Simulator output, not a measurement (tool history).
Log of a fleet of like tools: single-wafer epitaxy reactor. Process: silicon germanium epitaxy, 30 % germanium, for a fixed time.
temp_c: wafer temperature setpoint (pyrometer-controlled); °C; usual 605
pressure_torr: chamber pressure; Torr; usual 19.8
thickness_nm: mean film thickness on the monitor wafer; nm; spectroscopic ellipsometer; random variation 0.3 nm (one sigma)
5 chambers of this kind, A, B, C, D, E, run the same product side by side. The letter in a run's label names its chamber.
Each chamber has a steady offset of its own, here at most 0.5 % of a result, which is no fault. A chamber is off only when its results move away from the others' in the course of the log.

run,day,temp_c,pressure_torr,"read-back reference wafer on the same gauge, thickness_nm",thickness_nm
1E,0.292,605,19.8,66.009,64.083
2D,0.504,605,19.8,65.936,64.287
3A,0.646,605,19.8,66.010,64.422
4B,0.796,605,19.8,66.128,64.512
5C,1.042,605,19.8,65.935,64.674
6C,1.204,605,19.8,66.031,64.478
7D,1.500,605,19.8,66.037,64.508
8E,1.738,605,19.8,66.024,63.633
9B,2.004,605,19.8,65.961,64.579
10A,2.179,614,15.4,66.040,68.242
11C,2.471,614,15.4,65.920,68.040
12E,2.662,614,15.4,66.019,67.412
13D,2.904,614,15.4,66.012,67.758
14B,3.154,614,15.4,65.964,68.478
15A,3.321,605,19.8,66.040,64.021
16D,3.604,605,19.8,65.940,64.950
17E,3.796,605,19.8,65.978,63.948
# day 3.925: chamber E: capacitance manometer re-zeroed and calibrated
18A,3.975,605,19.8,65.963,64.374
19C,4.171,605,19.8,65.929,63.833
20B,4.375,605,19.8,65.890,64.405
21C,4.542,605,19.8,66.032,63.898
22A,4.758,605,19.8,66.030,63.740
23B,5.004,605,19.8,65.973,64.099
24E,5.283,605,19.8,66.054,64.244
25D,5.558,611,19.8,65.975,71.348
26D,5.758,611,19.8,66.024,71.685
27A,5.938,611,19.8,66.010,71.621
28C,6.171,611,19.8,66.039,70.148
29E,6.375,611,19.8,66.012,71.180
30B,6.633,605,19.8,65.937,64.113
31C,6.888,605,19.8,65.994,62.320
32E,7.083,599,17.5,66.076,54.554
33D,7.283,599,17.5,66.017,55.496
34A,7.454,599,17.5,66.119,55.244
35B,7.700,599,17.5,65.996,54.597
36D,7.942,599,17.5,66.008,55.279
37A,8.229,605,19.8,66.020,64.839

All 5 chambers run these settings next. Forecast each chamber's results:
38A,8.450,605,19.8,,?
38B,8.450,605,19.8,,?
38C,8.450,605,19.8,,?
38D,8.450,605,19.8,,?
38E,8.450,605,19.8,,?

run,thickness_nm
38A,64.010
38B,64.399
38C,62.087
38D,64.240
38E,64.302

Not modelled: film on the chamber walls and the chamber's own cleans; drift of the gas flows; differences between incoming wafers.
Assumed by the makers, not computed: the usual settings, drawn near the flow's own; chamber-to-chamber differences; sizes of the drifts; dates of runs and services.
